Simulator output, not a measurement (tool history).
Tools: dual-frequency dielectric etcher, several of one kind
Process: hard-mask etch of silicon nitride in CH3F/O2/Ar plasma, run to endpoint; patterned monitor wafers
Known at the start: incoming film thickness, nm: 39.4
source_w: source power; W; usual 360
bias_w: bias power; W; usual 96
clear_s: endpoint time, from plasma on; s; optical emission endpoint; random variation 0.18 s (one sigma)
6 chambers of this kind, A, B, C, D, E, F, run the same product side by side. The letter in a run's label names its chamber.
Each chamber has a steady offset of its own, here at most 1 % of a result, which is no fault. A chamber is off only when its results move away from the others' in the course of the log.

Run 1C, hour 14.4: usual settings. Result: clear_s 53.784 s.
Run 2F, hour 28.0: usual settings. Result: clear_s 53.953 s.
Run 3D, hour 38.5: usual settings. Result: clear_s 53.440 s.
Run 4A, hour 48.5: usual settings. Result: clear_s 53.828 s.
Run 5E, hour 55.4: usual settings. Result: clear_s 53.199 s.
Run 6B, hour 63.7: usual settings. Result: clear_s 52.909 s.
At hour 65.0: chamber E: bias power generator calibrated.
Run 7D, hour 74.6: usual settings. Result: clear_s 53.756 s.
Run 8A, hour 81.0: usual settings. Result: clear_s 53.844 s.
Run 9F, hour 92.3: usual settings. Result: clear_s 53.810 s.
Run 10B, hour 100.1: usual settings. Result: clear_s 53.102 s.
Run 11E, hour 110.4: usual settings but source_w 390 W. Result: clear_s 51.795 s.
Run 12C, hour 117.7: usual settings but source_w 390 W. Result: clear_s 51.843 s.
Run 13D, hour 130.0: usual settings but source_w 390 W. Result: clear_s 52.244 s.
Run 14A, hour 138.7: usual settings but source_w 390 W. Result: clear_s 52.222 s.
Run 15B, hour 149.8: usual settings but source_w 390 W. Result: clear_s 51.268 s.
Run 16F, hour 158.4: usual settings but source_w 390 W. Result: clear_s 52.337 s.
Run 17C, hour 171.9: usual settings. Result: clear_s 53.551 s.
Run 18E, hour 184.3: usual settings but bias_w 114 W. Result: clear_s 50.217 s.
Run 19E, hour 192.0: usual settings but bias_w 114 W. Result: clear_s 49.925 s.
Run 20B, hour 206.5: usual settings but bias_w 114 W. Result: clear_s 50.160 s.
Run 21F, hour 214.0: usual settings but bias_w 114 W. Result: clear_s 50.540 s.
At hour 214.3: chamber D: source power generator calibrated.
Run 22A, hour 228.1: usual settings but bias_w 114 W. Result: clear_s 50.149 s.
Run 23D, hour 242.5: usual settings but bias_w 114 W. Result: clear_s 50.196 s.
Run 24C, hour 250.7: usual settings. Result: clear_s 53.589 s.
Run 25C, hour 258.2: usual settings. Result: clear_s 53.843 s.
At hour 266.3: chamber D: wet clean of the chamber.
Run 26A, hour 266.5: usual settings but source_w 420 W, bias_w 113 W. Result: clear_s 48.031 s.
Run 27E, hour 275.2: usual settings but source_w 420 W, bias_w 113 W. Result: clear_s 46.539 s.
Run 28B, hour 284.9: usual settings but source_w 420 W, bias_w 113 W. Result: clear_s 47.217 s.
At hour 293.7: chamber C: wet clean of the chamber.
Run 29F, hour 294.6: usual settings but source_w 420 W, bias_w 113 W. Result: clear_s 47.976 s.
Run 30D, hour 303.1: usual settings but source_w 420 W, bias_w 113 W. Result: clear_s 47.651 s.
Run 31C, hour 316.8: usual settings but source_w 420 W, bias_w 113 W. Result: clear_s 47.907 s.
Run 32B, hour 329.6: usual settings. Result: clear_s 53.202 s.
Run 33D, hour 343.6: usual settings. Result: clear_s 53.788 s.
Run 34A, hour 352.3: usual settings but source_w 320 W, bias_w 76 W. Result: clear_s 61.345 s.
Run 35E, hour 366.6: usual settings but source_w 320 W, bias_w 76 W. Result: clear_s 58.887 s.
Run 36F, hour 378.1: usual settings but source_w 320 W, bias_w 76 W. Result: clear_s 60.882 s.
At hour 379.5: chamber F: wet clean of the chamber.
At hour 390.7: chamber B: wet clean of the chamber.
Run 37B, hour 391.9: usual settings but source_w 320 W, bias_w 76 W. Result: clear_s 60.583 s.
Run 38C, hour 399.9: usual settings but source_w 320 W, bias_w 76 W. Result: clear_s 60.880 s.
Run 39A, hour 409.4: usual settings but source_w 320 W, bias_w 76 W. Result: clear_s 61.417 s.
Run 40E, hour 423.5: usual settings. Result: clear_s 51.509 s.
Run 41D, hour 434.4: usual settings. Result: clear_s 53.804 s.
Run 42F, hour 442.7: usual settings. Result: clear_s 53.988 s.
Run 43C, hour 454.2: usual settings. Result: clear_s 53.586 s.

Is one chamber off against the others, does the gauge drift, or is nothing wrong? If a chamber is off, say which, and what the likeliest cause is.

Chamber E drifts away from the others.
Cause: etch rate over this chamber's usual, % = 4.75.

Here are 4 candidates for chamber E's next run, each the usual settings with a change, their results left as question marks. Which one brings its results back in line with what the others give on the usual settings?
In line means no further than this from the other chambers' mean on the usual settings: clear_s 0.630 s
Run 44E-1, hour 464.6: usual settings but source_w 310 W, bias_w 82 W. Result: clear_s ?.
Run 44E-2, hour 464.6: usual settings but bias_w 109 W. Result: clear_s ?.
Run 44E-3, hour 464.6: usual settings but bias_w 83 W. Result: clear_s ?.
Run 44E-4, hour 464.6: usual settings but source_w 420 W, bias_w 112 W. Result: clear_s ?.

The other chambers' mean on the usual settings: clear_s 53.728 s
  run  clear_s
44E-1   57.173
44E-2   48.659
44E-3   53.825
44E-4   45.503
44E-3 brings the chamber back in line.

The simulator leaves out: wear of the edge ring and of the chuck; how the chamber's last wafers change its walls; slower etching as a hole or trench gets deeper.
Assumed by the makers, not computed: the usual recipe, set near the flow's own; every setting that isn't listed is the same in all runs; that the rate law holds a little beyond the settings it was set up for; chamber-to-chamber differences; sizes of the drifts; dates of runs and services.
